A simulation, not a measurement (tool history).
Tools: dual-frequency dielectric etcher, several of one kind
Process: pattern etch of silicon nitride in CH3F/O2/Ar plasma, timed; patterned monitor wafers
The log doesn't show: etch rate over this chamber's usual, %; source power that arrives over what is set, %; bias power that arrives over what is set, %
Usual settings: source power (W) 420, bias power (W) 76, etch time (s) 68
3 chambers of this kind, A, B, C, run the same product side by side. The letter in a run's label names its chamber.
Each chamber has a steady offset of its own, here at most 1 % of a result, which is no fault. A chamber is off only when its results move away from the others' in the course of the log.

run   hour  source power (W)  bias power (W)  etch time (s)  hours since the last wet clean  hours since the last source power generator calibration  hours since the last bias power generator calibration  read-back reference wafer on the same gauge, depth_nm  mean etch depth across the wafer (Å)
 1B   10.1               420              76             68                             349                                                    479.8                                                 1434.1                                                 55.287                                499.97
      11.4  -- chamber C: wet clean of the chamber
 2C   20.5               420              76             68                             9.1                                                   1966.4                                                  531.7                                                 55.327                                495.74
 3A   31.2               420              76             68                              55                                                    564.2                                                   53.9                                                 55.284                                491.24
 4C   36.9               420              76             68                            25.5                                                   1982.8                                                  548.1                                                 55.275                                494.84
 5A   47.9               420              76             68                            71.7                                                    580.9                                                   70.6                                                 55.305                                490.41
 6B   58.4               420              76             68                           397.3                                                    528.1                                                 1482.4                                                 55.318                                495.47
 7C   66.6               420              76             68                            55.2                                                   2012.5                                                  577.8                                                 55.313                                497.96
      74.1  -- chamber B: wet clean of the chamber
 8A   76.3               420              76             68                           100.1                                                    609.3                                                     99                                                 55.299                                 493.2
 9B   82.2               420              76             68                             8.2                                                    551.9                                                 1506.2                                                 55.247                                498.17
10C   92.6               420              76             68                            81.2                                                   2038.5                                                  603.8                                                  55.34                                494.54
11A  100.7               420              76             68                           124.5                                                    633.7                                                  123.4                                                 55.324                                492.01
12B  109.5               420              76             68                            35.5                                                    579.2                                                 1533.5                                                 55.286                                496.67
13C  117.9               420              76             68                           106.5                                                   2063.8                                                  629.1                                                 55.312                                497.59
14B  129.3               420              76             68                            55.3                                                      599                                                 1553.3                                                 55.339                                498.56
15A  138.8               420              76             68                           162.6                                                    671.8                                                  161.5                                                 55.322                                494.05
16C  148.6               360              59             68                           137.2                                                   2094.5                                                  659.8                                                 55.291                                425.42
17B  158.6               360              59             68                            84.6                                                    628.3                                                 1582.6                                                 55.302                                430.82
18A  164.3               360              59             68                           188.1                                                    697.3                                                    187                                                   55.3                                428.88
19B  176.2               420              76             68                           102.2                                                    645.9                                                 1600.2                                                 55.341                                494.61
20A  182.1               420              76             68                           205.9                                                    715.1                                                  204.8                                                  55.36                                493.33
21C  192.1               420              76             68                           180.7                                                     2138                                                  703.3                                                 55.237                                490.41
22B  198.8               420              76             68                           124.8                                                    668.5                                                 1622.8                                                 55.331                                499.37
23A  211.2               420              76             68                             235                                                    744.2                                                  233.9                                                 55.276                                490.81
24C  220.1               420              76             68                           208.7                                                     2166                                                  731.3                                                 55.278                                494.51
25B  226.6               420              76             68                           152.6                                                    696.3                                                 1650.6                                                 55.291                                502.07
26C  236.4               420              76             68                             225                                                   2182.3                                                  747.6                                                 55.349                                497.16
27A  248.3               420              76             68                           272.1                                                    781.3                                                    271                                                 55.312                                493.44
28A  258.6               420              76             68                           282.4                                                    791.6                                                  281.3                                                 55.267                                491.61
29C  265.7               420              76             68                           254.3                                                   2211.6                                                  776.9                                                 55.281                                496.38
30B  273.7               420              76             68                           199.7                                                    743.4                                                 1697.7                                                 55.261                                496.93
31C  284.1               420              76             68                           272.7                                                     2230                                                  795.3                                                 55.333                                496.19
32B  295.5               420              76             68                           221.5                                                    765.2                                                 1719.5                                                 55.255                                497.37
33A  307.9               490              63             68                           331.7                                                    840.9                                                  330.6                                                 55.268                                489.18
34B    320               490              63             68                             246                                                    789.7                                                   1744                                                 55.287                                494.48
35C  327.6               490              63             68                           316.2                                                   2273.5                                                  838.8                                                 55.259                                492.51
36A  339.2               420              76             68                             363                                                    872.2                                                  361.9                                                 55.313                                 493.3
37A  350.5               420              76             68                           374.3                                                    883.5                                                  373.2                                                 55.339                                 491.9
38C  362.2               420              76             68                           350.8                                                   2308.1                                                  873.4                                                 55.355                                495.03
     366.7  -- chamber C: wet clean of the chamber
39B    370               420              92           49.5                             296                                                    839.7                                                   1794                                                 55.308                                388.78
40A  378.4               420              92           49.5                           402.2                                                    911.4                                                  401.1                                                 55.296                                386.18
41B  390.3               420              92           49.5                           316.3                                                      860                                                 1814.3                                                 55.311                                386.63
42C  400.7               420              76             68                            34.1                                                   2346.6                                                  911.9                                                 55.312                                494.79
     403.9  -- chamber A: wet clean of the chamber
43A  407.4               420              76             68                             3.6                                                    940.4                                                  430.1                                                 55.229                                493.22

Next, every chamber runs the same settings. What will each give?
44A  416.4               370              76             68                                                                                                                                                                                                                                            ?
44B  416.4               370              76             68                                                                                                                                                                                                                                            ?
44C  416.4               370              76             68                                                                                                                                                                                                                                            ?

run  mean etch depth across the wafer (Å)
44A                                471.54
44B                                479.96
44C                                472.82
